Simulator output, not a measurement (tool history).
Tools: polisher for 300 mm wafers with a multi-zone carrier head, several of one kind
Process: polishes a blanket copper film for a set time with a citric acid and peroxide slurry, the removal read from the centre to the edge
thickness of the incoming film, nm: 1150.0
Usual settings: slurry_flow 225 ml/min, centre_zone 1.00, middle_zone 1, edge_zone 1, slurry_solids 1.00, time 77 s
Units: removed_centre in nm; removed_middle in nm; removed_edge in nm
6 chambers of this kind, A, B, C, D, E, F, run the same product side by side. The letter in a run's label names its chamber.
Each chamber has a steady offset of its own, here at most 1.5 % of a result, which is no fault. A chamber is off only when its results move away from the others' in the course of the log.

{"day": 0.142, "done": "chamber C: worn pad replaced by a new one"}
{"day": 0.317, "done": "chamber B: worn pad replaced by a new one"}
{"run": "1F", "day": 0.358, "slurry_flow": 225, "centre_zone": 1.0, "middle_zone": 1, "edge_zone": 1, "slurry_solids": 1.0, "time": 77, "removed_centre": 214.46, "removed_middle": 217.48, "removed_edge": 217.38}
{"day": 0.492, "done": "chamber F: worn pad replaced by a new one"}
{"run": "2E", "day": 0.633, "slurry_flow": 225, "centre_zone": 1.0, "middle_zone": 1, "edge_zone": 1, "slurry_solids": 1.0, "time": 77, "removed_centre": 219.58, "removed_middle": 214.5, "removed_edge": 221.23}
{"run": "3A", "day": 0.962, "slurry_flow": 225, "centre_zone": 1.0, "middle_zone": 1, "edge_zone": 1, "slurry_solids": 1.0, "time": 77, "removed_centre": 220.61, "removed_middle": 217.29, "removed_edge": 214.43}
{"day": 0.971, "done": "chamber E: worn pad replaced by a new one"}
{"run": "4C", "day": 1.258, "slurry_flow": 225, "centre_zone": 1.0, "middle_zone": 1, "edge_zone": 1, "slurry_solids": 1.0, "time": 77, "removed_centre": 214.92, "removed_middle": 218.38, "removed_edge": 219.22}
{"day": 1.65, "done": "chamber D: worn pad replaced by a new one"}
{"run": "5B", "day": 1.65, "slurry_flow": 225, "centre_zone": 1.0, "middle_zone": 1, "edge_zone": 1, "slurry_solids": 1.0, "time": 77, "removed_centre": 218.39, "removed_middle": 216.29, "removed_edge": 218.9}
{"run": "6D", "day": 1.962, "slurry_flow": 225, "centre_zone": 1.0, "middle_zone": 1, "edge_zone": 1, "slurry_solids": 1.0, "time": 77, "removed_centre": 221.26, "removed_middle": 215.23, "removed_edge": 215.97}
{"run": "7C", "day": 2.225, "slurry_flow": 225, "centre_zone": 1.0, "middle_zone": 1, "edge_zone": 1, "slurry_solids": 1.0, "time": 77, "removed_centre": 218.89, "removed_middle": 217.06, "removed_edge": 216.95}
{"run": "8E", "day": 2.604, "slurry_flow": 225, "centre_zone": 1.0, "middle_zone": 1, "edge_zone": 1, "slurry_solids": 1.0, "time": 77, "removed_centre": 218.58, "removed_middle": 215.29, "removed_edge": 217.08}
{"run": "9B", "day": 2.892, "slurry_flow": 225, "centre_zone": 1.0, "middle_zone": 1, "edge_zone": 1, "slurry_solids": 1.0, "time": 77, "removed_centre": 217.22, "removed_middle": 217.68, "removed_edge": 219.35}
{"day": 3.104, "done": "chamber C: worn pad replaced by a new one"}
{"run": "10A", "day": 3.367, "slurry_flow": 225, "centre_zone": 1.0, "middle_zone": 1, "edge_zone": 1, "slurry_solids": 1.0, "time": 77, "removed_centre": 219.09, "removed_middle": 217.3, "removed_edge": 210.54}
{"day": 3.575, "done": "chamber E: worn pad replaced by a new one"}
{"day": 3.608, "done": "chamber A: worn pad replaced by a new one"}
{"day": 3.638, "done": "chamber F: worn pad replaced by a new one"}
{"run": "11F", "day": 3.838, "slurry_flow": 225, "centre_zone": 1.0, "middle_zone": 1, "edge_zone": 1, "slurry_solids": 1.0, "time": 77, "removed_centre": 214.39, "removed_middle": 216.82, "removed_edge": 218.64}
{"day": 4.029, "done": "chamber E: slurry nozzle cleaned"}
{"run": "12D", "day": 4.196, "slurry_flow": 225, "centre_zone": 1.0, "middle_zone": 1, "edge_zone": 1, "slurry_solids": 1.0, "time": 77, "removed_centre": 218.73, "removed_middle": 214.43, "removed_edge": 214.07}
{"run": "13C", "day": 4.504, "slurry_flow": 225, "centre_zone": 1.0, "middle_zone": 1, "edge_zone": 1, "slurry_solids": 1.0, "time": 77, "removed_centre": 215.24, "removed_middle": 216.75, "removed_edge": 216.16}
{"day": 4.85, "done": "chamber F: slurry nozzle cleaned"}
{"day": 4.858, "done": "chamber B: worn pad replaced by a new one"}
{"run": "14A", "day": 5.004, "slurry_flow": 225, "centre_zone": 1.0, "middle_zone": 1, "edge_zone": 1, "slurry_solids": 1.0, "time": 77, "removed_centre": 218.7, "removed_middle": 215.36, "removed_edge": 213.81}
{"day": 5.092, "done": "chamber D: worn pad replaced by a new one"}
{"run": "15D", "day": 5.388, "slurry_flow": 225, "centre_zone": 1.0, "middle_zone": 1, "edge_zone": 1, "slurry_solids": 1.0, "time": 77, "removed_centre": 221.49, "removed_middle": 216.2, "removed_edge": 214.96}
{"run": "16E", "day": 5.692, "slurry_flow": 225, "centre_zone": 1.0, "middle_zone": 1, "edge_zone": 1, "slurry_solids": 1.0, "time": 77, "removed_centre": 219.27, "removed_middle": 215.6, "removed_edge": 213.28}
{"day": 5.696, "done": "chamber D: edge zone pressure recalibrated"}
{"day": 5.729, "done": "chamber D: centre zone pressure recalibrated"}
{"day": 5.962, "done": "chamber C: worn pad replaced by a new one"}
{"day": 6.067, "done": "chamber D: slurry nozzle cleaned"}
{"run": "17B", "day": 6.192, "slurry_flow": 225, "centre_zone": 1.0, "middle_zone": 1, "edge_zone": 1, "slurry_solids": 1.0, "time": 77, "removed_centre": 216.5, "removed_middle": 216.73, "removed_edge": 215.38}
{"day": 6.212, "done": "chamber F: worn pad replaced by a new one"}
{"run": "18F", "day": 6.458, "slurry_flow": 225, "centre_zone": 1.05, "middle_zone": 1, "edge_zone": 1, "slurry_solids": 0.75, "time": 77, "removed_centre": 209.68, "removed_middle": 203.81, "removed_edge": 206.06}
{"day": 6.683, "done": "chamber E: worn pad replaced by a new one"}
{"run": "19D", "day": 6.708, "slurry_flow": 225, "centre_zone": 1.05, "middle_zone": 1, "edge_zone": 1, "slurry_solids": 0.75, "time": 77, "removed_centre": 232.14, "removed_middle": 202.68, "removed_edge": 199.39}
{"run": "20A", "day": 7.112, "slurry_flow": 225, "centre_zone": 1.05, "middle_zone": 1, "edge_zone": 1, "slurry_solids": 0.75, "time": 77, "removed_centre": 219.08, "removed_middle": 204.47, "removed_edge": 202.83}
{"run": "21F", "day": 7.529, "slurry_flow": 225, "centre_zone": 1.05, "middle_zone": 1, "edge_zone": 1, "slurry_solids": 0.75, "time": 77, "removed_centre": 211.56, "removed_middle": 200.21, "removed_edge": 208.29}
{"day": 7.533, "done": "chamber A: slurry nozzle cleaned"}
{"day": 7.542, "done": "chamber A: worn pad replaced by a new one"}
{"run": "22C", "day": 7.796, "slurry_flow": 225, "centre_zone": 1.05, "middle_zone": 1, "edge_zone": 1, "slurry_solids": 0.75, "time": 77, "removed_centre": 217.07, "removed_middle": 204.21, "removed_edge": 199.04}
{"run": "23E", "day": 8.25, "slurry_flow": 225, "centre_zone": 1.05, "middle_zone": 1, "edge_zone": 1, "slurry_solids": 0.75, "time": 77, "removed_centre": 218.66, "removed_middle": 206.12, "removed_edge": 199.42}
{"day": 8.492, "done": "chamber D: worn pad replaced by a new one"}
{"run": "24B", "day": 8.625, "slurry_flow": 225, "centre_zone": 1.0, "middle_zone": 1, "edge_zone": 1, "slurry_solids": 1.0, "time": 77, "removed_centre": 216.46, "removed_middle": 216.59, "removed_edge": 218.36}
{"day": 8.754, "done": "chamber C: worn pad replaced by a new one"}
{"run": "25A", "day": 8.867, "slurry_flow": 225, "centre_zone": 1.0, "middle_zone": 1, "edge_zone": 1, "slurry_solids": 1.0, "time": 77, "removed_centre": 219.68, "removed_middle": 218.06, "removed_edge": 218.41}
{"day": 9.354, "done": "chamber F: worn pad replaced by a new one"}
{"run": "26E", "day": 9.404, "slurry_flow": 225, "centre_zone": 1.0, "middle_zone": 1, "edge_zone": 1, "slurry_solids": 1.0, "time": 77, "removed_centre": 221.87, "removed_middle": 214.75, "removed_edge": 216.74}
{"run": "27C", "day": 9.654, "slurry_flow": 225, "centre_zone": 1.0, "middle_zone": 1, "edge_zone": 1, "slurry_solids": 1.0, "time": 77, "removed_centre": 217.41, "removed_middle": 215.77, "removed_edge": 217.22}
{"day": 9.742, "done": "chamber E: worn pad replaced by a new one"}
{"run": "28B", "day": 9.983, "slurry_flow": 225, "centre_zone": 1.0, "middle_zone": 1, "edge_zone": 1, "slurry_solids": 1.0, "time": 77, "removed_centre": 214.08, "removed_middle": 216.34, "removed_edge": 215.95}
{"day": 10.304, "done": "chamber B: slurry nozzle cleaned"}
{"run": "29D", "day": 10.525, "slurry_flow": 225, "centre_zone": 1.0, "middle_zone": 1, "edge_zone": 1, "slurry_solids": 1.0, "time": 77, "removed_centre": 236.37, "removed_middle": 215.51, "removed_edge": 219.28}
{"day": 10.696, "done": "chamber B: worn pad replaced by a new one"}
{"run": "30F", "day": 10.962, "slurry_flow": 225, "centre_zone": 1.0, "middle_zone": 1, "edge_zone": 1, "slurry_solids": 1.0, "time": 77, "removed_centre": 215.59, "removed_middle": 218.89, "removed_edge": 215.51}
{"run": "31C", "day": 11.454, "slurry_flow": 295, "centre_zone": 1.0, "middle_zone": 1, "edge_zone": 1, "slurry_solids": 1.0, "time": 77, "removed_centre": 220.69, "removed_middle": 221.11, "removed_edge": 224.67}
{"day": 11.504, "done": "chamber C: worn pad replaced by a new one"}
{"day": 11.525, "done": "chamber A: worn pad replaced by a new one"}
{"day": 11.838, "done": "chamber D: worn pad replaced by a new one"}
{"run": "32D", "day": 12.004, "slurry_flow": 295, "centre_zone": 1.0, "middle_zone": 1, "edge_zone": 1, "slurry_solids": 1.0, "time": 77, "removed_centre": 239.38, "removed_middle": 220.63, "removed_edge": 222.09}
{"day": 12.429, "done": "chamber F: worn pad replaced by a new one"}
{"run": "33A", "day": 12.471, "slurry_flow": 295, "centre_zone": 1.0, "middle_zone": 1, "edge_zone": 1, "slurry_solids": 1.0, "time": 77, "removed_centre": 225.0, "removed_middle": 223.57, "removed_edge": 217.8}
{"day": 12.65, "done": "chamber E: worn pad replaced by a new one"}
{"run": "34B", "day": 12.85, "slurry_flow": 295, "centre_zone": 1.0, "middle_zone": 1, "edge_zone": 1, "slurry_solids": 1.0, "time": 77, "removed_centre": 223.07, "removed_middle": 224.5, "removed_edge": 219.45}
{"run": "35F", "day": 13.279, "slurry_flow": 295, "centre_zone": 1.0, "middle_zone": 1, "edge_zone": 1, "slurry_solids": 1.0, "time": 77, "removed_centre": 223.71, "removed_middle": 225.61, "removed_edge": 227.36}
{"run": "36E", "day": 13.658, "slurry_flow": 295, "centre_zone": 1.0, "middle_zone": 1, "edge_zone": 1, "slurry_solids": 1.0, "time": 77, "removed_centre": 230.85, "removed_middle": 219.98, "removed_edge": 223.52}
{"run": "37C", "day": 13.925, "slurry_flow": 225, "centre_zone": 1.0, "middle_zone": 1, "edge_zone": 1, "slurry_solids": 1.0, "time": 77, "removed_centre": 216.77, "removed_middle": 214.47, "removed_edge": 213.84}
{"run": "38F", "day": 14.479, "slurry_flow": 225, "centre_zone": 1.0, "middle_zone": 1, "edge_zone": 1, "slurry_solids": 1.0, "time": 77, "removed_centre": 214.18, "removed_middle": 212.65, "removed_edge": 210.52}

Is one chamber off against the others, does the gauge drift, or is nothing wrong? If a chamber is off, say which, and what the likeliest cause is.

A service left chamber D off against the others.
Cause: centre zone's pressure above its setpoint, % = 6.

Here are 4 candidates for chamber D's next run, each the usual settings with a change, their results left as question marks. Which one brings its results back in line with what the others give on the usual settings?
In line means no further than this from the other chambers' mean on the usual settings: removed_centre 6.70 nm; removed_middle 4.90 nm; removed_edge 11.00 nm
{"run": "39D-1", "day": 14.879, "slurry_flow": 220, "centre_zone": 0.94, "middle_zone": 1.02, "edge_zone": 1.02, "slurry_solids": 1.0, "time": 77, "removed_centre": "?", "removed_middle": "?", "removed_edge": "?"}
{"run": "39D-2", "day": 14.879, "slurry_flow": 225, "centre_zone": 1.02, "middle_zone": 1.0, "edge_zone": 0.99, "slurry_solids": 1.0, "time": 77, "removed_centre": "?", "removed_middle": "?", "removed_edge": "?"}
{"run": "39D-3", "day": 14.879, "slurry_flow": 225, "centre_zone": 0.98, "middle_zone": 1.0, "edge_zone": 1.01, "slurry_solids": 1.0, "time": 77, "removed_centre": "?", "removed_middle": "?", "removed_edge": "?"}
{"run": "39D-4", "day": 14.879, "slurry_flow": 230, "centre_zone": 1.06, "middle_zone": 0.98, "edge_zone": 0.98, "slurry_solids": 1.0, "time": 77, "removed_centre": "?", "removed_middle": "?", "removed_edge": "?"}

The other chambers' mean on the usual settings: removed_centre 217.20 nm; removed_middle 216.58 nm; removed_edge 216.83 nm
run=39D-1 removed_centre=220.11 removed_middle=218.47 removed_edge=218.27
run=39D-2 removed_centre=241.32 removed_middle=215.04 removed_edge=215.42
run=39D-3 removed_centre=231.06 removed_middle=215.08 removed_edge=217.69
run=39D-4 removed_centre=252.33 removed_middle=211.61 removed_edge=214.80
39D-1 brings the chamber back in line.

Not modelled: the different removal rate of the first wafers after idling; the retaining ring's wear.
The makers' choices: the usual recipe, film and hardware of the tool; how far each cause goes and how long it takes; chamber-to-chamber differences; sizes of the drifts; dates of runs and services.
